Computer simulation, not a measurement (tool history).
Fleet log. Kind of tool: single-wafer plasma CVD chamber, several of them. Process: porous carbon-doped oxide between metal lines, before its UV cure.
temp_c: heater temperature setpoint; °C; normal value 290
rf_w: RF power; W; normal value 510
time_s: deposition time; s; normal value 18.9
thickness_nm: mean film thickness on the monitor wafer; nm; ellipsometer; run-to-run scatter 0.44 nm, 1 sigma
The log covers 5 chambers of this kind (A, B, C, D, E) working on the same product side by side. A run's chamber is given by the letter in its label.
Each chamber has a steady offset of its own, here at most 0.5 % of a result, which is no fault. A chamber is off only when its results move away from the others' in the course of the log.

run	day	temp_c	rf_w	time_s	hours since the last thermocouple change	hours since the last RF generator calibration	read-back reference wafer on the same gauge, thickness_nm	thickness_nm
1C	0.162	290	510	18.9	1419.5	970.2	113.96	111.77
2D	0.329	290	510	18.9	1199.7	1383.0	114.02	111.22
3B	0.617	290	510	18.9	1049.9	818.3	113.98	111.24
4E	0.821	290	510	18.9	426.4	45.4	113.92	111.82
5A	1.100	290	510	18.9	1257.2	585.7	113.99	111.12
6A	1.279	290	510	18.9	1261.5	590.0	114.07	112.14
7C	1.458	290	510	18.9	1450.6	1001.3	113.96	112.12
8E	1.671	290	510	18.9	446.8	65.8	114.02	111.81
9B	1.888	290	510	18.9	1080.4	848.8	114.06	111.27
10D	2.092	290	510	18.9	1242.0	1425.3	113.98	111.97
11D	2.400	290	510	18.9	1249.4	1432.7	114.03	111.05
12E	2.612	290	510	18.9	469.4	88.4	114.01	112.03
13A	2.946	290	510	18.9	1301.5	630.0	113.91	110.66
14C	3.242	290	570	18.9	1493.4	1044.1	114.05	120.92
15B	3.421	290	570	18.9	1117.2	885.6	113.95	119.88
16B	3.575	290	570	18.9	1120.9	889.3	113.99	120.43
# day 3.888: chamber C: thermocouple changed; heater temperature recalibrated
17E	3.912	290	570	18.9	500.6	119.6	113.94	120.21
18A	4.267	290	570	18.9	1333.2	661.7	113.95	118.93
19D	4.600	290	510	18.9	1302.2	1485.5	113.91	111.75
20C	4.829	290	510	18.9	22.7	1082.2	113.97	112.03
21E	5.067	290	510	18.9	528.3	147.3	113.90	112.05
22C	5.338	290	510	18.9	34.9	1094.4	114.11	111.77
23A	5.500	290	510	18.9	1362.8	691.3	114.01	111.28
24B	5.821	303	510	18.9	1174.8	943.2	113.97	103.89
25D	6.012	303	510	18.9	1336.1	1519.4	113.94	103.62
26A	6.283	303	510	18.9	1381.6	710.1	113.99	103.67
27E	6.550	303	510	18.9	563.9	182.9	114.00	103.20
28C	6.821	303	510	18.9	70.5	1130.0	113.92	104.53
29D	7.050	290	510	18.9	1361.0	1544.3	114.06	111.28
30B	7.279	290	510	18.9	1209.8	978.2	113.98	111.86
31E	7.504	290	510	18.9	586.8	205.8	114.02	111.47
32D	7.696	290	510	18.9	1376.5	1559.8	113.98	112.21

Read the log: is a single chamber off, either drifting away or since a service, is the gauge that measures every chamber drifting, or is nothing wrong beyond small per-chamber offsets? Name any odd chamber and what most likely caused it.

All chambers stay in line apart from their small fixed offsets, and the gauge does not drift.
